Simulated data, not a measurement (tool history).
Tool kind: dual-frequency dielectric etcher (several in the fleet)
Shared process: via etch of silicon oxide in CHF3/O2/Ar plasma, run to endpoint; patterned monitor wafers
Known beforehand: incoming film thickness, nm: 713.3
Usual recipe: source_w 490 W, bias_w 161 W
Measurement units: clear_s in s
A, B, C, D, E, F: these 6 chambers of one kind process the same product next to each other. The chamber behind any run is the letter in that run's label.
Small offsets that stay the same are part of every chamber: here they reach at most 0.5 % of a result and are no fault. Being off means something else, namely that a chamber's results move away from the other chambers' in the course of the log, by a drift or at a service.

{"run": "1C", "hour": 12.1, "source_w": 490, "bias_w": 161, "clear_s": 401.77}
{"run": "2F", "hour": 17.5, "source_w": 490, "bias_w": 161, "clear_s": 403.87}
{"hour": 25.8, "done": "chamber B: wet clean of the chamber"}
{"run": "3A", "hour": 26.7, "source_w": 490, "bias_w": 161, "clear_s": 402.39}
{"run": "4E", "hour": 36.0, "source_w": 490, "bias_w": 161, "clear_s": 408.56}
{"run": "5D", "hour": 41.2, "source_w": 490, "bias_w": 161, "clear_s": 403.67}
{"run": "6B", "hour": 48.0, "source_w": 490, "bias_w": 161, "clear_s": 406.3}
{"run": "7F", "hour": 55.1, "source_w": 490, "bias_w": 127, "clear_s": 435.13}
{"run": "8D", "hour": 66.4, "source_w": 490, "bias_w": 127, "clear_s": 431.89}
{"run": "9B", "hour": 75.3, "source_w": 490, "bias_w": 127, "clear_s": 437.92}
{"run": "10E", "hour": 86.9, "source_w": 490, "bias_w": 127, "clear_s": 440.85}
{"run": "11C", "hour": 96.5, "source_w": 490, "bias_w": 127, "clear_s": 434.84}
{"run": "12A", "hour": 103.7, "source_w": 490, "bias_w": 127, "clear_s": 436.37}
{"hour": 109.3, "done": "chamber C: wet clean of the chamber"}
{"run": "13E", "hour": 110.9, "source_w": 490, "bias_w": 161, "clear_s": 405.39}
{"run": "14D", "hour": 122.8, "source_w": 390, "bias_w": 161, "clear_s": 442.23}
{"hour": 123.8, "done": "chamber F: wet clean of the chamber"}
{"run": "15C", "hour": 132.4, "source_w": 390, "bias_w": 161, "clear_s": 438.06}
{"run": "16F", "hour": 142.2, "source_w": 390, "bias_w": 161, "clear_s": 441.22}
{"run": "17B", "hour": 147.9, "source_w": 390, "bias_w": 161, "clear_s": 444.14}
{"run": "18A", "hour": 159.9, "source_w": 390, "bias_w": 161, "clear_s": 442.27}
{"hour": 164.9, "done": "chamber E: wet clean of the chamber"}
{"run": "19A", "hour": 166.1, "source_w": 390, "bias_w": 161, "clear_s": 443.77}
{"run": "20B", "hour": 175.0, "source_w": 430, "bias_w": 161, "clear_s": 428.03}
{"run": "21F", "hour": 183.5, "source_w": 430, "bias_w": 161, "clear_s": 423.4}
{"run": "22D", "hour": 189.5, "source_w": 430, "bias_w": 161, "clear_s": 427.57}
{"run": "23C", "hour": 195.6, "source_w": 430, "bias_w": 161, "clear_s": 425.55}
{"run": "24E", "hour": 206.1, "source_w": 430, "bias_w": 161, "clear_s": 428.15}
{"run": "25F", "hour": 215.7, "source_w": 430, "bias_w": 161, "clear_s": 430.08}
{"run": "26D", "hour": 227.6, "source_w": 490, "bias_w": 161, "clear_s": 405.7}
{"run": "27C", "hour": 232.9, "source_w": 490, "bias_w": 140, "clear_s": 420.92}
{"run": "28E", "hour": 244.9, "source_w": 490, "bias_w": 140, "clear_s": 423.86}
{"run": "29B", "hour": 254.0, "source_w": 490, "bias_w": 140, "clear_s": 422.39}
{"hour": 260.8, "done": "chamber A: wet clean of the chamber"}
{"run": "30A", "hour": 265.8, "source_w": 490, "bias_w": 140, "clear_s": 424.61}
{"run": "31B", "hour": 277.8, "source_w": 490, "bias_w": 140, "clear_s": 423.24}
{"hour": 283.6, "done": "chamber D: wet clean of the chamber"}
{"run": "32E", "hour": 285.6, "source_w": 490, "bias_w": 140, "clear_s": 421.57}
{"run": "33A", "hour": 295.6, "source_w": 490, "bias_w": 179, "clear_s": 389.39}
{"run": "34D", "hour": 303.2, "source_w": 490, "bias_w": 179, "clear_s": 389.51}
{"run": "35F", "hour": 313.6, "source_w": 490, "bias_w": 179, "clear_s": 389.28}
{"hour": 321.6, "done": "chamber C: source power generator calibrated"}
{"run": "36C", "hour": 323.8, "source_w": 490, "bias_w": 179, "clear_s": 390.79}
{"run": "37C", "hour": 331.0, "source_w": 490, "bias_w": 179, "clear_s": 386.81}

All 6 chambers run these settings next. Forecast each chamber's results:
{"run": "38A", "hour": 339.6, "source_w": 490, "bias_w": 148, "clear_s": "?"}
{"run": "38B", "hour": 339.6, "source_w": 490, "bias_w": 148, "clear_s": "?"}
{"run": "38C", "hour": 339.6, "source_w": 490, "bias_w": 148, "clear_s": "?"}
{"run": "38D", "hour": 339.6, "source_w": 490, "bias_w": 148, "clear_s": "?"}
{"run": "38E", "hour": 339.6, "source_w": 490, "bias_w": 148, "clear_s": "?"}
{"run": "38F", "hour": 339.6, "source_w": 490, "bias_w": 148, "clear_s": "?"}

run=38A clear_s=417.65
run=38B clear_s=413.78
run=38C clear_s=410.83
run=38D clear_s=415.94
run=38E clear_s=415.5
run=38F clear_s=410.88
